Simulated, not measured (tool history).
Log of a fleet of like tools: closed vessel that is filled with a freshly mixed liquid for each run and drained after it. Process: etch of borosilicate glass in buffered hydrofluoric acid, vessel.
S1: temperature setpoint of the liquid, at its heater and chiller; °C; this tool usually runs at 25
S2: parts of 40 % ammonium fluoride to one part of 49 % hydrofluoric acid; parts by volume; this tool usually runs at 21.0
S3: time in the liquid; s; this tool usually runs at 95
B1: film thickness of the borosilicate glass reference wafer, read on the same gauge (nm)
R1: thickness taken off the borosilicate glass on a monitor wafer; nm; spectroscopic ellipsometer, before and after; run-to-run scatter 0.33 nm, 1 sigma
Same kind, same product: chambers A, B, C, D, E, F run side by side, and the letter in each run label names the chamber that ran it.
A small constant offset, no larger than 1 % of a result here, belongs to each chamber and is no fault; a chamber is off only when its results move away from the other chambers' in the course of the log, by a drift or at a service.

run   hour  S1    S2  S3       B1      R1
 1C    5.5  25  21.0  95   99.981  60.709
 2B   11.5  25  21.0  95  100.010  60.972
 3F   17.8  25  21.0  95   99.982  61.049
 4D   22.6  25  21.0  95  100.010  60.727
 5A   25.8  25  21.0  95   99.966  62.227
 6E   30.1  25  21.0  95  100.030  61.520
 7D   35.3  25  21.0  95  100.010  61.463
 8B   38.8  25  21.0  95  100.020  61.093
 9E   43.7  25  21.0  95  100.020  60.777
10C   49.3  25  21.0  95  100.030  60.175
      54.6  -- chamber D: hydrofluoric acid flow meter replaced
11F   55.8  25  17.5  95   99.970  73.368
12A   60.9  25  17.5  95  100.020  73.576
13C   65.0  25  17.5  95   99.978  72.145
14D   69.8  25  17.5  95   99.995  72.369
15F   75.3  25  17.5  95   99.982  72.428
      78.3  -- chamber B: thermometer replaced
16E   81.5  25  17.5  95  100.020  71.885
17B   86.4  25  21.0  95  100.040  61.596
18A   92.5  25  21.0  95   99.949  62.856
19A   97.6  25  21.0  95   99.968  61.842
20B  104.1  25  21.0  95  100.020  61.877
21F  110.2  25  21.0  95  100.030  61.441
22C  114.7  25  21.0  95  100.010  60.647
23D  120.3  25  21.0  95  100.020  61.059
24E  125.3  25  21.0  95   99.970  61.061
25E  128.3  25  21.0  95  100.060  61.267
26D  133.4  25  21.0  95   99.978  61.037
27B  136.6  25  21.0  95   99.994  61.661
28A  141.3  25  21.0  95   99.998  61.754
29C  144.5  25  21.0  95   99.997  59.271
30F  150.4  25  21.0  80  100.050  51.667
31A  156.5  25  21.0  80   99.978  52.377
     157.3  -- chamber A: hydrofluoric acid flow meter replaced
32D  161.4  25  21.0  80   99.937  51.605
33F  166.3  25  21.0  80  100.030  51.613
34B  170.8  25  21.0  80   99.972  51.508
35C  173.7  25  21.0  80  100.010  49.672
36E  178.1  25  21.0  95  100.020  61.485
37D  181.5  28  21.0  60   99.999  44.850
38E  185.7  28  21.0  60  100.020  45.202
     189.8  -- chamber F: thermometer replaced
39A  191.5  28  21.0  60   99.971  45.624
40B  196.4  28  21.0  60  100.010  45.395
41F  201.7  28  21.0  60  100.020  45.825
42C  208.1  28  21.0  60   99.985  42.725
43B  212.7  25  21.0  95  100.030  60.913
44E  217.9  25  21.0  95  100.020  61.347

Does one chamber stand apart from the rest, does the shared gauge drift, or is all well apart from small per-chamber offsets? Give the chamber and the most likely cause, where there is one.

One chamber, C, drifts off from the rest bit by bit.
Cause: liquid colder than its thermometer reads (K) = 1.05.
From this log alone, it may not be told apart from: hydrofluoric acid flow below the setpoint (%).

Below are 4 candidate recipes for chamber C's next run, each the usual settings with a change, their results shown as question marks. Which of them brings C's results back in line with what the other chambers give on the usual settings?
Allowed miss from the other chambers' usual-settings mean, per result, to count as in line: R1 1.200 nm
45C-1  222.6  27.5  21.0   95       ?
45C-2  222.6  24.0  23.5   95       ?
45C-3  222.6  25.0  20.5  100       ?
45C-4  222.6  25.0  23.0   95       ?

The mean the other chambers reach with the usual settings: R1 61.294 nm
  run      R1
45C-1  65.834
45C-2  50.275
45C-3  61.561
45C-4  53.938
It is 45C-3 that realigns the chamber with its peers.

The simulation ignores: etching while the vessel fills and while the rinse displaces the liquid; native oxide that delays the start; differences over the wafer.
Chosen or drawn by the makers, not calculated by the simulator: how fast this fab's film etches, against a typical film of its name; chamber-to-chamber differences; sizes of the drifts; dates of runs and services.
